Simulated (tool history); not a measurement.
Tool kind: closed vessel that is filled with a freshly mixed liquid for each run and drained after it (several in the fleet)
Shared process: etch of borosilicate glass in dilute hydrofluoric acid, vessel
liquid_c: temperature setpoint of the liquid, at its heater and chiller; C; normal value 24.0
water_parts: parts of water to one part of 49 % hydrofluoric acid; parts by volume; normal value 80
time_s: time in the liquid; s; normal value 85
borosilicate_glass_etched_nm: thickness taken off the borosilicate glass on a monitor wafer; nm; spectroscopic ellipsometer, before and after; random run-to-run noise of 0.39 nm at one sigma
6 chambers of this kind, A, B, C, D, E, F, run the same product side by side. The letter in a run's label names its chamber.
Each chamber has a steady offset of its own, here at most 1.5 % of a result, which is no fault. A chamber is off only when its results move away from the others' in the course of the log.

| run | hour | liquid_c | water_parts | time_s | read-back film thickness of the borosilicate glass reference wafer, read on the same gauge (nm) | borosilicate_glass_etched_nm |
|---|---|---|---|---|---|---|
| 1F | 10.8 | 24.0 | 80 | 85 | 39.992 | 60.687 |
| 2B | 18.0 | 24.0 | 80 | 85 | 39.983 | 61.653 |
| 3C | 25.8 | 24.0 | 80 | 85 | 40.003 | 60.362 |
| 4E | 37.6 | 24.0 | 80 | 85 | 39.994 | 60.216 |
| 5A | 43.4 | 24.0 | 80 | 85 | 40.017 | 61.348 |
| 6D | 55.6 | 24.0 | 80 | 85 | 39.994 | 60.386 |
| 7C | 61.6 | 26.5 | 80 | 60 | 39.991 | 47.817 |
| 8A | 72.4 | 26.5 | 80 | 60 | 40.006 | 47.948 |
| 9D | 82.5 | 26.5 | 80 | 60 | 39.977 | 47.129 |
| 10B | 93.6 | 26.5 | 80 | 60 | 40.007 | 47.545 |
| 11F | 103.5 | 26.5 | 80 | 60 | 39.991 | 47.581 |
| 12E | 115.4 | 26.5 | 80 | 60 | 40.000 | 46.728 |
| 13E | 128.3 | 24.0 | 80 | 85 | 40.014 | 60.174 |
| 14A | 133.9 | 24.0 | 80 | 85 | 40.011 | 61.767 |
| 15F | 142.5 | 24.0 | 80 | 85 | 40.021 | 60.984 |
| 16D | 149.3 | 24.0 | 80 | 85 | 40.037 | 61.343 |
| 17B | 155.0 | 24.0 | 80 | 85 | 39.989 | 60.345 |
| 18C | 164.5 | 24.0 | 80 | 85 | 39.970 | 60.994 |
| 19F | 175.8 | 24.0 | 80 | 85 | 39.991 | 61.584 |
| 20B | 182.9 | 24.0 | 80 | 85 | 39.969 | 59.353 |
| 21E | 192.0 | 24.0 | 80 | 85 | 40.011 | 59.838 |
| 22A | 203.4 | 19.5 | 80 | 110 | 39.998 | 65.875 |
|  | 209.7 | chamber E: thermometer replaced |
| 23C | 212.7 | 19.5 | 80 | 110 | 40.016 | 65.972 |
| 24D | 224.9 | 19.5 | 80 | 110 | 40.021 | 65.844 |
| 25D | 237.3 | 19.5 | 80 | 110 | 40.011 | 65.227 |
| 26E | 247.8 | 19.5 | 80 | 110 | 40.002 | 65.161 |
| 27F | 257.5 | 19.5 | 80 | 110 | 39.999 | 66.041 |
| 28B | 266.1 | 24.0 | 80 | 85 | 40.019 | 58.969 |
| 29C | 278.4 | 24.0 | 80 | 85 | 40.003 | 60.406 |
| 30A | 288.0 | 24.0 | 80 | 85 | 40.008 | 61.219 |
| 31F | 300.5 | 24.0 | 80 | 85 | 39.997 | 60.561 |
| 32D | 307.2 | 24.0 | 80 | 85 | 39.988 | 60.236 |
| 33A | 316.9 | 24.0 | 80 | 85 | 39.981 | 60.920 |
| 34E | 325.0 | 24.0 | 80 | 85 | 39.996 | 60.297 |
| 35B | 335.2 | 24.0 | 80 | 85 | 40.024 | 56.855 |
| 36C | 342.4 | 24.0 | 80 | 85 | 40.006 | 60.863 |
| 37F | 348.3 | 24.0 | 110 | 85 | 39.986 | 42.857 |
| 38C | 360.4 | 24.0 | 110 | 85 | 40.024 | 42.789 |
| 39B | 371.6 | 24.0 | 110 | 85 | 39.982 | 39.731 |
| 40A | 380.7 | 24.0 | 110 | 85 | 40.024 | 42.719 |
| 41E | 391.5 | 24.0 | 110 | 85 | 40.005 | 42.113 |

What goes on in this fleet: one chamber off, a drifting gauge, or nothing beyond the chambers' own small offsets? Name the chamber and the cause, if any.

It is chamber B that slowly wanders off from its peers.
Likeliest cause: hydrofluoric acid flow below the setpoint (%) = 6.78.
The log may not tell that from: liquid colder than its thermometer reads (K).

Here are 4 candidates for chamber B's next run, each the usual settings with a change, their results left as question marks. Which one brings its results back in line with what the others give on the usual settings?
Allowed miss from the other chambers' usual-settings mean, per result, to count as in line: borosilicate_glass_etched_nm 1.400 nm
| 42B-1 | 400.7 | 24.0 | 75 | 85 |  | ? |
| 42B-2 | 400.7 | 23.5 | 90 | 85 |  | ? |
| 42B-3 | 400.7 | 22.0 | 80 | 85 |  | ? |
| 42B-4 | 400.7 | 28.0 | 80 | 85 |  | ? |

Usual-settings mean across the other chambers: borosilicate_glass_etched_nm 60.691 nm
| run | borosilicate_glass_etched_nm |
|---|---|
| 42B-1 | 60.731 |
| 42B-2 | 48.768 |
| 42B-3 | 52.202 |
| 42B-4 | 66.290 |
42B-1 puts the chamber back in line with the other chambers.

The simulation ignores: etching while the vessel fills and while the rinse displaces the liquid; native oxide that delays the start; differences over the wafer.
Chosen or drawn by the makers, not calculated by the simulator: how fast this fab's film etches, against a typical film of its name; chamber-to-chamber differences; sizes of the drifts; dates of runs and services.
